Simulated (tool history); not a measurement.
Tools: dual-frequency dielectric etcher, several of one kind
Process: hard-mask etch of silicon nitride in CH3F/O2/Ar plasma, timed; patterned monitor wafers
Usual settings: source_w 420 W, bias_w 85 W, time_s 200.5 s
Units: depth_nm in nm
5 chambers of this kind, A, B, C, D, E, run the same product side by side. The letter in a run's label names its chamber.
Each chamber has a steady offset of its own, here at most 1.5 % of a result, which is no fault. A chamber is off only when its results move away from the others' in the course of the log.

run   hour  source_w  bias_w  time_s  read-back reference wafer on the same gauge, depth_nm  depth_nm
       0.2  -- chamber E: source power generator calibrated
 1C    4.2       420      85   200.5                                                 162.99     151.4
 2E    9.4       420      85   200.5                                                 163.06    150.59
 3B   14.1       420      85   200.5                                                 163.09    151.04
 4D   19.1       420      85   200.5                                                  163.2    149.15
 5A   23.8       420      85   200.5                                                  162.9    150.54
 6B   29.8       420      85   200.5                                                 163.04     151.1
 7D   35.2       420      85   200.5                                                 162.99    150.29
 8A   40.3       420      96     145                                                 162.99     114.3
 9C   45.6       420      96     145                                                 163.04    113.78
10E   51.3       420      96     145                                                 162.86    113.23
11C   56.3       420      96     145                                                 162.88    115.36
12D   61.9       420      96     145                                                 163.18    112.92
13B   65.1       510      85   200.5                                                 163.04    162.92
14E   70.8       510      85   200.5                                                 163.01    160.54
15A   75.1       510      85   200.5                                                    163    162.34
16D   78.4       510      85   200.5                                                 163.02    161.46
17C   82.7       510      85   200.5                                                 162.92     162.3
18A   86.6       420      85   200.5                                                 163.14    151.15
19B   91.3       420      85   200.5                                                 162.86    150.14
20E   96.6       460      85   200.5                                                 162.95    155.92
21D  100.5       460      85   200.5                                                  163.1    155.86
22B  104.8       460      85   200.5                                                  162.9    157.99
23C  108.8       460      85   200.5                                                 163.13    158.25
24E  112.4       460      85   200.5                                                 162.89    155.94
25A  117.3       420      85   200.5                                                 163.17    152.82
26B  121.6       420      85   200.5                                                 163.02     151.7
27A  124.8       420      85     171                                                 163.24    128.78
28E  130.2       420      85     171                                                 163.11     129.1
29C  134.7       420      85     171                                                 162.97    130.23
30D  137.7       420      85     171                                                 163.05    128.12
31D  142.2       420      85     171                                                 163.11     127.5
32C    146       420      85   200.5                                                 162.85    150.73
33A  149.9       420      85   200.5                                                 162.94    151.64
34B  153.3       420      85   200.5                                                 162.95    151.11
35E  157.2       420      85   200.5                                                 162.94    150.43
36A  160.4       420      85   200.5                                                 162.96    151.92
37B  163.3       420      85   200.5                                                  163.2    150.92
38D  169.1       420      85   200.5                                                 162.94    150.55

Next, every chamber runs the same settings. What will each give?
39A  173.4       420      85   200.5                                                                ?
39B  173.4       420      85   200.5                                                                ?
39C  173.4       420      85   200.5                                                                ?
39D  173.4       420      85   200.5                                                                ?
39E  173.4       420      85   200.5                                                                ?

run  depth_nm
39A    150.85
39B    150.73
39C    151.28
39D    150.93
39E    150.41
